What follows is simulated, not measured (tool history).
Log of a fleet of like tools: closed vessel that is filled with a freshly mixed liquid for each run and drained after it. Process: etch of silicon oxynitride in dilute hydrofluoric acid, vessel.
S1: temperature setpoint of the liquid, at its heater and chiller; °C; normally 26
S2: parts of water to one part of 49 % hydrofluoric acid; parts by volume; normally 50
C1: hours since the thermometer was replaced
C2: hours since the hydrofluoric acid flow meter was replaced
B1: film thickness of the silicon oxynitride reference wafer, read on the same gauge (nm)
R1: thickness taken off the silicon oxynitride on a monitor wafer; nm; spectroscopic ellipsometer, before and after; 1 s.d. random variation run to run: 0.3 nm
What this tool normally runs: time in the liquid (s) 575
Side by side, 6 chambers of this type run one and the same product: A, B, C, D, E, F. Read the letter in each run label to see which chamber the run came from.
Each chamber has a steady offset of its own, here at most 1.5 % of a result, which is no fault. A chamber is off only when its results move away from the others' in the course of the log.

run 1B hour=16 | S1=26 S2=50 time_in_the_liquid_(s)=575 | C1=1237.4 C2=774.4 | B1=139.98 | R1=36.698
run 2D hour=31.4 | S1=26 S2=50 time_in_the_liquid_(s)=575 | C1=1648.1 C2=451.6 | B1=140.03 | R1=37.822
run 3A hour=45.3 | S1=26 S2=50 time_in_the_liquid_(s)=575 | C1=166.7 C2=524.3 | B1=139.99 | R1=38.509
-- hour=52.5 chamber A: hydrofluoric acid flow meter replaced
run 4E hour=57 | S1=26 S2=50 time_in_the_liquid_(s)=575 | C1=1377.9 C2=1974.6 | B1=140.03 | R1=37.565
run 5C hour=72.5 | S1=22 S2=50 time_in_the_liquid_(s)=395 | C1=789.4 C2=1286.4 | B1=140.05 | R1=21.252
-- hour=82.8 chamber E: thermometer replaced
run 6F hour=86 | S1=22 S2=50 time_in_the_liquid_(s)=395 | C1=434.2 C2=623.7 | B1=140 | R1=20.674
-- hour=94.7 chamber D: hydrofluoric acid flow meter replaced
run 7C hour=97.9 | S1=22 S2=50 time_in_the_liquid_(s)=395 | C1=814.8 C2=1311.8 | B1=140.01 | R1=21.118
run 8E hour=111.5 | S1=22 S2=50 time_in_the_liquid_(s)=395 | C1=28.8 C2=2029.1 | B1=140.06 | R1=21.608
run 9F hour=123.8 | S1=22 S2=50 time_in_the_liquid_(s)=395 | C1=472 C2=661.5 | B1=139.97 | R1=20.79
run 10B hour=135.7 | S1=22 S2=50 time_in_the_liquid_(s)=395 | C1=1357.1 C2=894.1 | B1=139.99 | R1=20.923
run 11D hour=147.7 | S1=26 S2=50 time_in_the_liquid_(s)=575 | C1=1764.4 C2=53 | B1=140 | R1=37.049
run 12A hour=156.9 | S1=26 S2=50 time_in_the_liquid_(s)=575 | C1=278.3 C2=104.4 | B1=139.99 | R1=37.886
run 13C hour=168.7 | S1=26 S2=50 time_in_the_liquid_(s)=575 | C1=885.6 C2=1382.6 | B1=140.02 | R1=37.589
-- hour=177.7 chamber C: hydrofluoric acid flow meter replaced
run 14E hour=180.5 | S1=26 S2=50 time_in_the_liquid_(s)=575 | C1=97.8 C2=2098.1 | B1=140.01 | R1=37.43
run 15D hour=192 | S1=28 S2=50 time_in_the_liquid_(s)=575 | C1=1808.7 C2=97.3 | B1=139.99 | R1=41.271
run 16F hour=206.8 | S1=28 S2=50 time_in_the_liquid_(s)=575 | C1=555 C2=744.5 | B1=140.01 | R1=40.404
run 17B hour=219 | S1=28 S2=50 time_in_the_liquid_(s)=575 | C1=1440.4 C2=977.4 | B1=139.99 | R1=40.319
run 18A hour=228.6 | S1=28 S2=50 time_in_the_liquid_(s)=575 | C1=350 C2=176.1 | B1=140.03 | R1=41.7
run 19D hour=243 | S1=28 S2=50 time_in_the_liquid_(s)=575 | C1=1859.7 C2=148.3 | B1=139.99 | R1=40.911
run 20E hour=251.2 | S1=28 S2=50 time_in_the_liquid_(s)=575 | C1=168.5 C2=2168.8 | B1=139.99 | R1=41.388
run 21B hour=259.2 | S1=26 S2=50 time_in_the_liquid_(s)=575 | C1=1480.6 C2=1017.6 | B1=140.01 | R1=37.163
run 22F hour=268.4 | S1=26 S2=50 time_in_the_liquid_(s)=575 | C1=616.6 C2=806.1 | B1=139.99 | R1=36.235
run 23C hour=281 | S1=26 S2=50 time_in_the_liquid_(s)=575 | C1=997.9 C2=103.4 | B1=140 | R1=37.798
run 24A hour=290.1 | S1=26 S2=50 time_in_the_liquid_(s)=575 | C1=411.5 C2=237.6 | B1=139.98 | R1=38.216
run 25F hour=303.1 | S1=26 S2=50 time_in_the_liquid_(s)=385 | C1=651.3 C2=840.8 | B1=139.97 | R1=23.702
run 26E hour=311.2 | S1=26 S2=50 time_in_the_liquid_(s)=385 | C1=228.5 C2=2228.8 | B1=140 | R1=25.433
run 27C hour=323.9 | S1=26 S2=50 time_in_the_liquid_(s)=385 | C1=1040.8 C2=146.3 | B1=140.02 | R1=24.99
run 28D hour=336.2 | S1=26 S2=50 time_in_the_liquid_(s)=385 | C1=1952.9 C2=241.5 | B1=140.02 | R1=25.003
run 29A hour=350.7 | S1=26 S2=50 time_in_the_liquid_(s)=385 | C1=472.1 C2=298.2 | B1=140 | R1=25.088
-- hour=356.3 chamber E: hydrofluoric acid flow meter replaced
-- hour=361.3 chamber D: thermometer replaced
run 30B hour=365.9 | S1=26 S2=50 time_in_the_liquid_(s)=385 | C1=1587.3 C2=1124.3 | B1=140.04 | R1=24.512
run 31E hour=373.2 | S1=26 S2=50 time_in_the_liquid_(s)=575 | C1=290.5 C2=17 | B1=140.02 | R1=37.493
run 32C hour=385.6 | S1=26 S2=50 time_in_the_liquid_(s)=575 | C1=1102.5 C2=208 | B1=140.02 | R1=37.694
run 33F hour=397.3 | S1=26 S2=50 time_in_the_liquid_(s)=575 | C1=745.5 C2=935 | B1=139.99 | R1=35.141
run 34B hour=413.2 | S1=26 S2=50 time_in_the_liquid_(s)=575 | C1=1634.6 C2=1171.6 | B1=139.97 | R1=37.492
run 35D hour=424.2 | S1=26 S2=50 time_in_the_liquid_(s)=575 | C1=62.9 C2=329.5 | B1=139.99 | R1=37.582
-- hour=429 chamber A: thermometer replaced
run 36A hour=436.2 | S1=26 S2=50 time_in_the_liquid_(s)=575 | C1=7.2 C2=383.7 | B1=139.99 | R1=37.665
run 37D hour=449.2 | S1=26 S2=50 time_in_the_liquid_(s)=575 | C1=87.9 C2=354.5 | B1=139.99 | R1=37.372

What goes on in this fleet: one chamber off, a drifting gauge, or nothing beyond the chambers' own small offsets? Name the chamber and the cause, if any.

Chamber F drifts away from the others.
Likeliest cause: liquid colder than its thermometer reads (K) = 1.21.
The log may not tell that from: hydrofluoric acid flow below the setpoint (%).

Which of the 4 candidates below, each the usual settings with something changed and its results left as question marks, puts chamber F back in line with what the other chambers give on the usual settings?
To be in line, a result may differ from the other chambers' mean on the usual settings by at most: R1 1.1 nm
run 38F-1 hour=460.8 | S1=26 S2=50 time_in_the_liquid_(s)=580 | R1=?
run 38F-2 hour=460.8 | S1=26 S2=50 time_in_the_liquid_(s)=540 | R1=?
run 38F-3 hour=460.8 | S1=26 S2=50 time_in_the_liquid_(s)=565 | R1=?
run 38F-4 hour=460.8 | S1=27.5 S2=50 time_in_the_liquid_(s)=575 | R1=?

On the usual settings, the other chambers give on average: R1 37.401 nm
run=38F-1 R1=35.128
run=38F-2 R1=32.706
run=38F-3 R1=34.22
run=38F-4 R1=37.455
The answer is 38F-4, which returns the chamber to within the allowed miss of the others.

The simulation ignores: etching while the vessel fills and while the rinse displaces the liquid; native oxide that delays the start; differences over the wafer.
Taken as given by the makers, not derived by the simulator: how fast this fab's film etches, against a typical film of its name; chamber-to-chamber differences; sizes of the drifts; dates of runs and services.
